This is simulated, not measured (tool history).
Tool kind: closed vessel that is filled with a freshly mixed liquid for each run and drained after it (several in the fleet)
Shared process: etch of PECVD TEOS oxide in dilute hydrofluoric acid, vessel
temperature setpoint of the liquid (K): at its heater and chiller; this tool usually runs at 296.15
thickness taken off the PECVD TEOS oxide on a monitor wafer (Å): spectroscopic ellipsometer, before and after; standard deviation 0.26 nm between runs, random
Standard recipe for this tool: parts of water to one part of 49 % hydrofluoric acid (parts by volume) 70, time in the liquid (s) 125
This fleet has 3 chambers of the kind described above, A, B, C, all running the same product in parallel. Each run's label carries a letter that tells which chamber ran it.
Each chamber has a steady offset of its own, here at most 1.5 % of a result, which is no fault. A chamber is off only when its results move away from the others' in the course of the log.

| run | day | temperature setpoint of the liquid (K) | parts of water to one part of 49 % hydrofluoric acid (parts by volume) | time in the liquid (s) | hours since the thermometer was replaced | hours since the hydrofluoric acid flow meter was replaced | read-back film thickness of the PECVD TEOS oxide reference wafer, read on the same gauge (nm) | thickness taken off the PECVD TEOS oxide on a monitor wafer (Å) |
|---|---|---|---|---|---|---|---|---|
| 1A | 0.350 | 296.15 | 70 | 125 | 104.1 | 242.7 | 70.008 | 275.05 |
| 2C | 0.712 | 296.15 | 70 | 125 | 1029.7 | 953.0 | 69.993 | 266.06 |
| 3B | 1.175 | 296.15 | 70 | 125 | 382.6 | 59.3 | 69.996 | 271.79 |
| 4C | 1.521 | 296.15 | 70 | 125 | 1049.1 | 972.4 | 70.014 | 269.13 |
| 5A | 1.946 | 296.15 | 70 | 125 | 142.4 | 281.0 | 70.006 | 271.02 |
| 6B | 2.267 | 296.15 | 70 | 125 | 408.8 | 85.5 | 69.988 | 270.67 |
| 7A | 2.525 | 296.15 | 70 | 125 | 156.3 | 294.9 | 70.003 | 272.86 |
| 8C | 3.008 | 296.15 | 70 | 160 | 1084.8 | 1008.1 | 70.010 | 336.35 |
| 9B | 3.450 | 296.15 | 70 | 160 | 437.2 | 113.9 | 70.016 | 342.96 |
| 10C | 3.754 | 296.15 | 70 | 160 | 1102.7 | 1026.0 | 69.994 | 338.02 |
| 11A | 4.050 | 296.15 | 70 | 125 | 192.9 | 331.5 | 69.995 | 270.15 |
| 12B | 4.483 | 296.15 | 70 | 125 | 462.0 | 138.7 | 70.013 | 264.35 |
| 13B | 4.917 | 296.15 | 70 | 125 | 472.4 | 149.1 | 70.015 | 270.29 |
| 14C | 5.296 | 296.15 | 70 | 125 | 1139.7 | 1063.0 | 69.977 | 263.16 |
| 15A | 5.688 | 296.15 | 70 | 125 | 232.2 | 370.8 | 70.012 | 273.56 |
| 16C | 6.171 | 296.15 | 70 | 125 | 1160.7 | 1084.0 | 70.002 | 268.10 |
| 17A | 6.583 | 296.15 | 70 | 125 | 253.7 | 392.3 | 70.016 | 274.25 |
| 18B | 6.929 | 296.15 | 70 | 125 | 520.7 | 197.4 | 69.992 | 263.00 |
| 19B | 7.175 | 296.15 | 70 | 125 | 526.6 | 203.3 | 70.009 | 264.67 |
| 20A | 7.558 | 296.15 | 70 | 125 | 277.1 | 415.7 | 70.001 | 274.79 |
| 21C | 7.996 | 296.15 | 70 | 125 | 1204.5 | 1127.8 | 70.000 | 267.81 |
| 22C | 8.321 | 296.15 | 70 | 125 | 1212.3 | 1135.6 | 69.996 | 266.84 |
| 23A | 8.538 | 296.15 | 70 | 125 | 300.6 | 439.2 | 69.999 | 271.35 |
| 24B | 8.896 | 292.15 | 55 | 125 | 567.9 | 244.6 | 70.002 | 294.80 |
| 25C | 9.258 | 292.15 | 55 | 125 | 1234.8 | 1158.1 | 70.000 | 298.95 |
| 26B | 9.546 | 292.15 | 55 | 125 | 583.5 | 260.2 | 70.008 | 287.19 |
| 27A | 9.775 | 296.15 | 70 | 125 | 330.3 | 468.9 | 69.995 | 268.98 |

All 3 chambers run these settings next. Forecast each chamber's results:
| 28A | 10.125 | 296.15 | 70 | 125 |  |  |  | ? |
| 28B | 10.125 | 296.15 | 70 | 125 |  |  |  | ? |
| 28C | 10.125 | 296.15 | 70 | 125 |  |  |  | ? |

| run | thickness taken off the PECVD TEOS oxide on a monitor wafer (Å) |
|---|---|
| 28A | 270.12 |
| 28B | 261.82 |
| 28C | 264.34 |
